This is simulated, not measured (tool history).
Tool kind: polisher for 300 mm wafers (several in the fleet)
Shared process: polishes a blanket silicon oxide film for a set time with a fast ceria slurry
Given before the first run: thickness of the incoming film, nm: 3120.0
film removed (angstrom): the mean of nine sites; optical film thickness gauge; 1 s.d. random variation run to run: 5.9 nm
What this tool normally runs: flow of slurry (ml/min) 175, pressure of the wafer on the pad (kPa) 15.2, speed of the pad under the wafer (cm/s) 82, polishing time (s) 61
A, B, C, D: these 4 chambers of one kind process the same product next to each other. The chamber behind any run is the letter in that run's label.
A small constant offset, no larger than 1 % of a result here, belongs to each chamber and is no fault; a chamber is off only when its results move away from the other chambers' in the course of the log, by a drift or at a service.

run	day	flow of slurry (ml/min)	pressure of the wafer on the pad (kPa)	speed of the pad under the wafer (cm/s)	polishing time (s)	film removed (angstrom)
# day 0.150: chamber C: worn pad replaced by a new one
1D	0.175	175	15.2	82	61	6567.5
2C	0.262	175	15.2	82	61	6681.0
3A	0.358	175	15.2	82	61	6589.9
4B	0.462	175	15.2	82	61	6516.8
5C	0.583	175	15.2	82	61	6551.8
6A	0.704	175	15.2	82	61	6682.4
7B	0.871	175	15.2	82	61	6590.4
8D	1.029	175	15.2	82	61	6616.2
9A	1.162	175	15.2	82	61	6613.4
10C	1.296	175	15.2	82	61	6559.1
# day 1.300: chamber A: worn pad replaced by a new one
11D	1.458	175	15.2	82	61	6669.7
12B	1.554	175	15.2	82	61	6589.1
# day 1.604: chamber B: slurry nozzle cleaned
13C	1.654	175	15.2	82	61	6489.0
14D	1.767	175	15.2	82	61	6520.0
# day 1.838: chamber B: worn pad replaced by a new one
15B	1.917	175	15.2	82	61	6600.1
# day 2.000: chamber D: worn pad replaced by a new one
16A	2.096	175	15.2	82	61	6560.5
17C	2.229	175	15.2	82	61	6662.5
18D	2.404	225	15.2	82	53	5913.2
# day 2.546: chamber C: worn pad replaced by a new one
19A	2.554	225	15.2	82	53	6009.1
20B	2.646	225	15.2	82	53	5966.3
# day 2.650: chamber C: head pressure recalibrated
21C	2.738	225	15.2	82	53	5470.6
22D	2.854	175	15.2	82	61	6552.7
23A	3.025	175	15.2	82	61	6627.4
24B	3.154	175	15.2	82	61	6682.7
25B	3.308	175	15.2	82	61	6620.4
26C	3.438	175	15.2	82	61	6073.9
# day 3.517: chamber D: head pressure recalibrated
27D	3.562	175	15.2	82	61	6580.4
28A	3.729	175	15.2	82	61	6599.7
# day 3.762: chamber B: worn pad replaced by a new one
29C	3.838	175	15.2	82	61	6132.5
30D	3.921	175	15.2	82	61	6698.8
31A	4.008	175	15.2	82	61	6664.5
32B	4.125	175	15.2	82	61	6521.8
# day 4.146: chamber D: slurry nozzle cleaned
33D	4.283	175	15.2	82	61	6583.7
34A	4.375	175	15.2	82	61	6679.3
35B	4.488	175	15.2	82	61	6540.6
36C	4.617	175	15.2	82	61	6030.2

One chamber off, gauge drift, or nothing amiss beyond the chambers' own small offsets? If it is a chamber, which one, and what is the likeliest cause?

Chamber C came out of a service off from its peers and stayed that way.
What lies behind it: head's pressure below its setpoint, % = 8.53.

Here are 4 candidates for chamber C's next run, each the usual settings with a change, their results left as question marks. Which one brings its results back in line with what the others give on the usual settings?
In line means no further than this from the other chambers' mean on the usual settings: film removed (angstrom) 210.0
37C-1	4.746	175	14.5	80	60	?
37C-2	4.746	175	13.8	82	57	?
37C-3	4.746	175	15.2	82	71	?
37C-4	4.746	175	15.2	90	61	?

On the usual settings, the other chambers give on average: film removed (angstrom) 6623.4
run	film removed (angstrom)
37C-1	5593.2
37C-2	5190.3
37C-3	7101.0
37C-4	6692.4
The right change is 37C-4: it brings the chamber back within the allowed miss of the others.
